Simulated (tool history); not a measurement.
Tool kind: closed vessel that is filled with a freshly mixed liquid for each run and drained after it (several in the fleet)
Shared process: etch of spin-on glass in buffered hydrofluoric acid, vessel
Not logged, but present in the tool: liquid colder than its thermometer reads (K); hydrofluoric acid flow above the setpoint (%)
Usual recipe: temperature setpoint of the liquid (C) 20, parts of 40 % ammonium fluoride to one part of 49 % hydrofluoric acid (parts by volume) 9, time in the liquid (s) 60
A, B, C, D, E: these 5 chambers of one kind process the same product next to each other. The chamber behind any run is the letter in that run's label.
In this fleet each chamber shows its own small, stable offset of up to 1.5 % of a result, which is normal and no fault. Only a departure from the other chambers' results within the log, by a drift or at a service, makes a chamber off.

run,hour,temperature setpoint of the liquid (C),parts of 40 % ammonium fluoride to one part of 49 % hydrofluoric acid (parts by volume),time in the liquid (s),hours since the thermometer was replaced,hours since the hydrofluoric acid flow meter was replaced,"read-back film thickness of the spin-on glass reference wafer, read on the same gauge (nm)",thickness taken off the spin-on glass on a monitor wafer (angstrom)
1B,9.1,20,9,60,1178.8,442.7,39.985,2212.7
2A,21.9,20,9,60,319.8,151.6,39.998,2230.2
3C,30.4,20,9,60,1204.8,666.6,40.007,2244.5
# hour 41.1: chamber C: hydrofluoric acid flow meter replaced
4D,44.2,20,9,60,312,287.7,39.978,2210.5
5E,53.5,20,9,60,443.7,328.6,39.987,2212
6A,67.6,20,9,60,365.5,197.3,40.019,2228.5
7D,81.4,20,9,60,349.2,324.9,39.979,2225.4
8E,87.8,20,9,60,478,362.9,39.997,2199.1
9C,98.4,20,9,60,1272.8,57.4,40.002,2191.4
10B,107.3,23.5,10.5,60,1277,540.9,40.005,2414.5
11E,120.1,23.5,10.5,60,510.3,395.2,40.007,2387.2
12C,129.8,23.5,10.5,60,1304.2,88.8,40.035,2414
13D,142.8,23.5,10.5,60,410.6,386.3,40.001,2359.8
14A,156.2,23.5,10.5,60,454.1,285.9,40.006,2432.3
15B,170.9,22.5,9,60,1340.6,604.5,40.009,2539.1
# hour 180.3: chamber E: thermometer replaced
16A,181.5,22.5,9,60,479.4,311.2,39.997,2568.2
17D,188.7,22.5,9,60,456.5,432.2,40.014,2561.1
18B,195.9,22.5,9,60,1365.6,629.5,40.011,2524.4
19C,203.8,22.5,9,60,1378.2,162.8,39.98,2543.3
20E,211.9,20,9,60,31.7,487,40.007,2177.2
21D,218.5,20,9,60,486.3,462,39.998,2232.7
22E,230.3,20,9,60,50.1,505.4,40.01,2206.9
23A,237.3,20,9,60,535.2,367,40.005,2216.8
24B,250.3,20,6,50,1420,683.9,39.99,2740.8
25C,260.6,20,6,50,1435,219.6,39.992,2762.9
26B,269.1,20,6,50,1438.8,702.7,39.992,2781.7
27E,283.4,20,6,50,103.2,558.5,39.986,2775.6
28A,290.7,20,6,50,588.6,420.4,39.99,2745.5
29C,298.1,20,9,60,1472.5,257.1,40.019,2219.7
30D,306.5,20,9,35,574.3,550,39.984,1335.2
31D,314.7,20,9,35,582.5,558.2,39.999,1345.4
32E,329.6,20,9,35,149.4,604.7,40,1278
33B,339.8,20,9,35,1509.5,773.4,40,1294.3
34A,350.1,20,9,35,648,479.8,39.998,1292.9
35C,359.1,20,9,60,1533.5,318.1,39.994,2218.8
36D,365.9,20,9,60,633.7,609.4,39.993,2298.6
37E,380.1,20,9,60,199.9,655.2,40.002,2212.2
38C,394.7,20,9,60,1569.1,353.7,39.996,2262.3
39B,404,20,9,60,1573.7,837.6,40.013,2226.5
40A,412.1,20,8,60,710,541.8,39.964,2553.9
41D,424.1,20,8,60,691.9,667.6,40.009,2685.3
42C,437.8,20,8,60,1612.2,396.8,40.005,2555.1
43B,452.3,20,8,60,1622,885.9,40.003,2525.6

Has any chamber moved away from the others, gradually or after a service, or does the common gauge drift, or do the chambers differ only by their own small steady offsets? State the chamber and the most likely cause if one applies.

Chamber D drifts away from the others.
Likeliest cause: hydrofluoric acid flow above the setpoint (%) = 8.64.
The log may not tell that from: liquid hotter than its thermometer reads (K).

Chamber D could run next with any of the 4 candidate recipes listed below; each alters the usual settings, and their results appear as question marks. Which one brings its results back in line with what the other chambers deliver on the usual settings?
In line here means within this much of the mean the other chambers give on the usual settings: thickness taken off the spin-on glass on a monitor wafer (angstrom) 56
44D-1,463,19.5,10,60,,,,?
44D-2,463,20,9,55,,,,?
44D-3,463,22.5,9,60,,,,?
44D-4,463,20,9,65,,,,?

Other chambers, usual settings, mean: thickness taken off the spin-on glass on a monitor wafer (angstrom) 2213.7
run,thickness taken off the spin-on glass on a monitor wafer (angstrom)
44D-1,2106.1
44D-2,2205.5
44D-3,2758
44D-4,2606.5
With 44D-2, the chamber falls back in line with the rest.

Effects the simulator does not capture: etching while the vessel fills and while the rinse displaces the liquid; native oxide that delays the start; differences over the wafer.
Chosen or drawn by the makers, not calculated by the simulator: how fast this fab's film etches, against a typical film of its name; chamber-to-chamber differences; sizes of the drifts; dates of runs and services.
